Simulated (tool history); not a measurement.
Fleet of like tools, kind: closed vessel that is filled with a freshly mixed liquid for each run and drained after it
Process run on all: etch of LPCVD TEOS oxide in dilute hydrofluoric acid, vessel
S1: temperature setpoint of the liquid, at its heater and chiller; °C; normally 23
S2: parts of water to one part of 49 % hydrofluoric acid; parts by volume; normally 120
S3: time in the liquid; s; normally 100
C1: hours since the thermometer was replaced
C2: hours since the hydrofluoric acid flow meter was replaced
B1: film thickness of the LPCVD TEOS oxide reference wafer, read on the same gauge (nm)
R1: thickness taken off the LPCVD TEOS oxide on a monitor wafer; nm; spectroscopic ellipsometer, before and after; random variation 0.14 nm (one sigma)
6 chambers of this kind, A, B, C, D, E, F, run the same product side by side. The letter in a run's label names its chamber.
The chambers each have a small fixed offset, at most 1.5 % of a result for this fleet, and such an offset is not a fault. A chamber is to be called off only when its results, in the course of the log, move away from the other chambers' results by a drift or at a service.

{"run": "1D", "hour": 4.8, "S1": 23, "S2": 120, "S3": 100, "C1": 1282.7, "C2": 396, "B1": 129.98, "R1": 15.412}
{"run": "2E", "hour": 9.0, "S1": 23, "S2": 120, "S3": 100, "C1": 2121.2, "C2": 1307.3, "B1": 130.01, "R1": 15.219}
{"run": "3B", "hour": 11.6, "S1": 23, "S2": 120, "S3": 100, "C1": 879.1, "C2": 196.5, "B1": 129.96, "R1": 15.033}
{"run": "4A", "hour": 15.1, "S1": 23, "S2": 120, "S3": 100, "C1": 979.5, "C2": 68.1, "B1": 130.01, "R1": 15.428}
{"run": "5C", "hour": 18.9, "S1": 23, "S2": 120, "S3": 100, "C1": 614.7, "C2": 19.2, "B1": 129.98, "R1": 15.513}
{"run": "6F", "hour": 22.0, "S1": 23, "S2": 120, "S3": 100, "C1": 843.5, "C2": 807.4, "B1": 130.01, "R1": 15.278}
{"hour": 26.4, "done": "chamber D: hydrofluoric acid flow meter replaced"}
{"run": "7F", "hour": 26.8, "S1": 23, "S2": 120, "S3": 100, "C1": 848.3, "C2": 812.2, "B1": 130.01, "R1": 15.086}
{"run": "8B", "hour": 31.8, "S1": 23, "S2": 120, "S3": 100, "C1": 899.3, "C2": 216.7, "B1": 130, "R1": 15.256}
{"run": "9C", "hour": 35.5, "S1": 23, "S2": 120, "S3": 100, "C1": 631.3, "C2": 35.8, "B1": 129.99, "R1": 15.353}
{"run": "10E", "hour": 38.4, "S1": 18, "S2": 165, "S3": 100, "C1": 2150.6, "C2": 1336.7, "B1": 129.99, "R1": 8.6084}
{"run": "11A", "hour": 42.6, "S1": 18, "S2": 165, "S3": 100, "C1": 1007, "C2": 95.6, "B1": 130.01, "R1": 8.7377}
{"hour": 44.0, "done": "chamber E: hydrofluoric acid flow meter replaced"}
{"run": "12D", "hour": 45.4, "S1": 18, "S2": 165, "S3": 100, "C1": 1323.3, "C2": 19, "B1": 129.98, "R1": 8.7802}
{"run": "13D", "hour": 48.2, "S1": 18, "S2": 165, "S3": 100, "C1": 1326.1, "C2": 21.8, "B1": 129.96, "R1": 8.6238}
{"run": "14A", "hour": 53.0, "S1": 18, "S2": 165, "S3": 100, "C1": 1017.4, "C2": 106, "B1": 129.96, "R1": 8.7926}
{"run": "15B", "hour": 55.9, "S1": 18, "S2": 165, "S3": 100, "C1": 923.4, "C2": 240.8, "B1": 130.02, "R1": 8.5495}
{"run": "16C", "hour": 58.1, "S1": 23, "S2": 120, "S3": 100, "C1": 653.9, "C2": 58.4, "B1": 130.01, "R1": 15.361}
{"run": "17F", "hour": 61.0, "S1": 23, "S2": 120, "S3": 100, "C1": 882.5, "C2": 846.4, "B1": 129.99, "R1": 15.195}
{"run": "18E", "hour": 65.6, "S1": 23, "S2": 120, "S3": 100, "C1": 2177.8, "C2": 21.7, "B1": 129.99, "R1": 15.549}
{"run": "19A", "hour": 69.2, "S1": 23, "S2": 120, "S3": 100, "C1": 1033.6, "C2": 122.2, "B1": 130.04, "R1": 15.287}
{"run": "20D", "hour": 71.8, "S1": 23, "S2": 120, "S3": 100, "C1": 1349.7, "C2": 45.4, "B1": 130.02, "R1": 15.368}
{"run": "21F", "hour": 75.6, "S1": 23, "S2": 120, "S3": 100, "C1": 897.1, "C2": 861, "B1": 130, "R1": 15.252}
{"run": "22E", "hour": 78.6, "S1": 23, "S2": 120, "S3": 100, "C1": 2190.8, "C2": 34.7, "B1": 129.98, "R1": 15.11}
{"run": "23C", "hour": 81.0, "S1": 23, "S2": 120, "S3": 100, "C1": 676.8, "C2": 81.3, "B1": 129.98, "R1": 15.69}
{"run": "24B", "hour": 83.8, "S1": 23, "S2": 120, "S3": 100, "C1": 951.3, "C2": 268.7, "B1": 129.98, "R1": 15.211}
{"run": "25B", "hour": 86.8, "S1": 23, "S2": 120, "S3": 100, "C1": 954.3, "C2": 271.7, "B1": 130.01, "R1": 15.085}
{"run": "26A", "hour": 90.9, "S1": 23, "S2": 120, "S3": 100, "C1": 1055.3, "C2": 143.9, "B1": 129.98, "R1": 15.26}
{"run": "27C", "hour": 95.6, "S1": 23, "S2": 120, "S3": 100, "C1": 691.4, "C2": 95.9, "B1": 129.99, "R1": 15.142}
{"run": "28D", "hour": 98.1, "S1": 23, "S2": 120, "S3": 100, "C1": 1376, "C2": 71.7, "B1": 130.01, "R1": 15.146}
{"run": "29E", "hour": 101.0, "S1": 23, "S2": 120, "S3": 100, "C1": 2213.2, "C2": 57.1, "B1": 130.01, "R1": 15.257}
{"run": "30F", "hour": 105.2, "S1": 19.5, "S2": 120, "S3": 100, "C1": 926.7, "C2": 890.6, "B1": 130, "R1": 13.509}
{"run": "31C", "hour": 110.3, "S1": 19.5, "S2": 120, "S3": 100, "C1": 706.1, "C2": 110.6, "B1": 129.99, "R1": 13.277}
{"run": "32A", "hour": 113.9, "S1": 19.5, "S2": 120, "S3": 100, "C1": 1078.3, "C2": 166.9, "B1": 129.99, "R1": 13.359}
{"run": "33B", "hour": 116.3, "S1": 19.5, "S2": 120, "S3": 100, "C1": 983.8, "C2": 301.2, "B1": 129.98, "R1": 13.309}
{"run": "34D", "hour": 120.8, "S1": 19.5, "S2": 120, "S3": 100, "C1": 1398.7, "C2": 94.4, "B1": 130, "R1": 13.306}
{"run": "35F", "hour": 125.1, "S1": 19.5, "S2": 120, "S3": 100, "C1": 946.6, "C2": 910.5, "B1": 129.98, "R1": 13.377}
{"run": "36E", "hour": 129.8, "S1": 23, "S2": 120, "S3": 100, "C1": 2242, "C2": 85.9, "B1": 130, "R1": 15.143}
{"run": "37F", "hour": 133.9, "S1": 23, "S2": 120, "S3": 100, "C1": 955.4, "C2": 919.3, "B1": 130.02, "R1": 15.105}
{"hour": 137.2, "done": "chamber E: thermometer replaced"}
{"run": "38C", "hour": 137.4, "S1": 23, "S2": 120, "S3": 100, "C1": 733.2, "C2": 137.7, "B1": 129.99, "R1": 15.306}
{"run": "39A", "hour": 142.2, "S1": 23, "S2": 165, "S3": 100, "C1": 1106.6, "C2": 195.2, "B1": 130, "R1": 10.438}
{"run": "40E", "hour": 146.5, "S1": 23, "S2": 165, "S3": 100, "C1": 9.4, "C2": 102.6, "B1": 129.99, "R1": 10.404}

Does one chamber stand apart from the rest, does the shared gauge drift, or is all well apart from small per-chamber offsets? Give the chamber and the most likely cause, where there is one.

The fleet is healthy, with each chamber sitting at its usual small offset and no drift in the gauge.

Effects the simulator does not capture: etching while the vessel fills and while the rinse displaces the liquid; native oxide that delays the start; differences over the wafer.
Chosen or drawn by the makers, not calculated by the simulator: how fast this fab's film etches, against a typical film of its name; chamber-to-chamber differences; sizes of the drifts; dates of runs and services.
